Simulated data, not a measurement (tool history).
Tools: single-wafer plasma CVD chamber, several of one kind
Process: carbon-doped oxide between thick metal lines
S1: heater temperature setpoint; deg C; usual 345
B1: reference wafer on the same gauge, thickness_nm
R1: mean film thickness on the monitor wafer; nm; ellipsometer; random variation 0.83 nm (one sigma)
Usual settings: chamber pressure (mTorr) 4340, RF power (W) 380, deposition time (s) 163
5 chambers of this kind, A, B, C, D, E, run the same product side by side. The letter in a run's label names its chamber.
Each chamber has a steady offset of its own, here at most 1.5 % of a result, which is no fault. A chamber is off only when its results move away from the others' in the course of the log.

run 1B day=0.388 | S1=345 chamber_pressure_(mTorr)=4340 RF_power_(W)=380 deposition_time_(s)=163 | B1=566.84 | R1=671.25
run 2C day=0.562 | S1=345 chamber_pressure_(mTorr)=4340 RF_power_(W)=380 deposition_time_(s)=163 | B1=566.95 | R1=671.91
run 3A day=0.792 | S1=345 chamber_pressure_(mTorr)=4340 RF_power_(W)=380 deposition_time_(s)=163 | B1=566.82 | R1=674.8
run 4E day=1.175 | S1=345 chamber_pressure_(mTorr)=4340 RF_power_(W)=380 deposition_time_(s)=163 | B1=566.72 | R1=674.72
run 5D day=1.512 | S1=345 chamber_pressure_(mTorr)=4340 RF_power_(W)=380 deposition_time_(s)=163 | B1=566.62 | R1=664.81
run 6A day=1.875 | S1=345 chamber_pressure_(mTorr)=4340 RF_power_(W)=405 deposition_time_(s)=163 | B1=566.49 | R1=704.97
run 7E day=2.167 | S1=345 chamber_pressure_(mTorr)=4340 RF_power_(W)=405 deposition_time_(s)=163 | B1=566.62 | R1=708.41
run 8B day=2.433 | S1=345 chamber_pressure_(mTorr)=4340 RF_power_(W)=405 deposition_time_(s)=163 | B1=566.34 | R1=703.25
run 9D day=2.625 | S1=345 chamber_pressure_(mTorr)=4340 RF_power_(W)=405 deposition_time_(s)=163 | B1=566.32 | R1=697.31
run 10C day=3.025 | S1=345 chamber_pressure_(mTorr)=4340 RF_power_(W)=405 deposition_time_(s)=163 | B1=566.29 | R1=701.93
run 11D day=3.267 | S1=345 chamber_pressure_(mTorr)=4340 RF_power_(W)=380 deposition_time_(s)=163 | B1=566.07 | R1=665.4
run 12B day=3.467 | S1=345 chamber_pressure_(mTorr)=4340 RF_power_(W)=380 deposition_time_(s)=163 | B1=566.16 | R1=670.47
run 13A day=3.742 | S1=345 chamber_pressure_(mTorr)=4340 RF_power_(W)=380 deposition_time_(s)=163 | B1=565.91 | R1=676.77
run 14C day=4.138 | S1=345 chamber_pressure_(mTorr)=4340 RF_power_(W)=380 deposition_time_(s)=163 | B1=566.06 | R1=669.69
run 15E day=4.471 | S1=345 chamber_pressure_(mTorr)=4340 RF_power_(W)=380 deposition_time_(s)=163 | B1=565.83 | R1=674.14
run 16C day=4.821 | S1=345 chamber_pressure_(mTorr)=4340 RF_power_(W)=380 deposition_time_(s)=163 | B1=565.76 | R1=669.69
run 17D day=5.012 | S1=345 chamber_pressure_(mTorr)=4340 RF_power_(W)=380 deposition_time_(s)=163 | B1=565.9 | R1=663.28
run 18E day=5.2 | S1=345 chamber_pressure_(mTorr)=4340 RF_power_(W)=380 deposition_time_(s)=163 | B1=565.78 | R1=673.78
run 19B day=5.467 | S1=345 chamber_pressure_(mTorr)=4340 RF_power_(W)=380 deposition_time_(s)=163 | B1=565.73 | R1=669.63
run 20A day=5.758 | S1=345 chamber_pressure_(mTorr)=4340 RF_power_(W)=380 deposition_time_(s)=163 | B1=565.51 | R1=675.15
run 21E day=6.071 | S1=345 chamber_pressure_(mTorr)=4340 RF_power_(W)=380 deposition_time_(s)=163 | B1=565.51 | R1=674.52
run 22B day=6.379 | S1=345 chamber_pressure_(mTorr)=4340 RF_power_(W)=380 deposition_time_(s)=163 | B1=565.41 | R1=669.5
run 23C day=6.7 | S1=345 chamber_pressure_(mTorr)=4340 RF_power_(W)=380 deposition_time_(s)=163 | B1=565.2 | R1=670.42
run 24D day=6.967 | S1=345 chamber_pressure_(mTorr)=4340 RF_power_(W)=380 deposition_time_(s)=163 | B1=565.11 | R1=664.65
run 25A day=7.192 | S1=345 chamber_pressure_(mTorr)=4340 RF_power_(W)=380 deposition_time_(s)=163 | B1=565.25 | R1=672.94
run 26E day=7.388 | S1=345 chamber_pressure_(mTorr)=4340 RF_power_(W)=380 deposition_time_(s)=163 | B1=565.12 | R1=673.99
run 27D day=7.571 | S1=345 chamber_pressure_(mTorr)=4340 RF_power_(W)=380 deposition_time_(s)=163 | B1=565.09 | R1=664.02
run 28B day=7.779 | S1=345 chamber_pressure_(mTorr)=4340 RF_power_(W)=380 deposition_time_(s)=163 | B1=565.15 | R1=668.98
run 29C day=8.012 | S1=345 chamber_pressure_(mTorr)=4340 RF_power_(W)=325 deposition_time_(s)=163 | B1=564.92 | R1=596.33
run 30A day=8.192 | S1=345 chamber_pressure_(mTorr)=4340 RF_power_(W)=325 deposition_time_(s)=163 | B1=564.79 | R1=599.18
run 31B day=8.517 | S1=345 chamber_pressure_(mTorr)=4340 RF_power_(W)=325 deposition_time_(s)=163 | B1=564.69 | R1=592
run 32C day=8.708 | S1=345 chamber_pressure_(mTorr)=4340 RF_power_(W)=325 deposition_time_(s)=163 | B1=564.81 | R1=596.8
run 33D day=8.933 | S1=345 chamber_pressure_(mTorr)=4340 RF_power_(W)=325 deposition_time_(s)=163 | B1=564.69 | R1=586.21
run 34A day=9.2 | S1=345 chamber_pressure_(mTorr)=4340 RF_power_(W)=380 deposition_time_(s)=163 | B1=564.49 | R1=673.56
run 35E day=9.454 | S1=345 chamber_pressure_(mTorr)=3350 RF_power_(W)=380 deposition_time_(s)=163 | B1=564.62 | R1=649.07
run 36A day=9.812 | S1=345 chamber_pressure_(mTorr)=3350 RF_power_(W)=380 deposition_time_(s)=163 | B1=564.48 | R1=651.17
run 37B day=10.188 | S1=345 chamber_pressure_(mTorr)=3350 RF_power_(W)=380 deposition_time_(s)=163 | B1=564.47 | R1=645.37
run 38D day=10.367 | S1=345 chamber_pressure_(mTorr)=3350 RF_power_(W)=380 deposition_time_(s)=163 | B1=564.25 | R1=639.5
run 39E day=10.65 | S1=345 chamber_pressure_(mTorr)=3350 RF_power_(W)=380 deposition_time_(s)=163 | B1=564.39 | R1=648.35
run 40C day=11.054 | S1=345 chamber_pressure_(mTorr)=4340 RF_power_(W)=380 deposition_time_(s)=189 | B1=564.21 | R1=775.43

What goes on in this fleet: one chamber off, a drifting gauge, or nothing beyond the chambers' own small offsets? Name the chamber and the cause, if any.

The gauge drifts, so all chambers seem to drift together. No chamber is off.
Cause: gauge reads low (%) = 0.507.
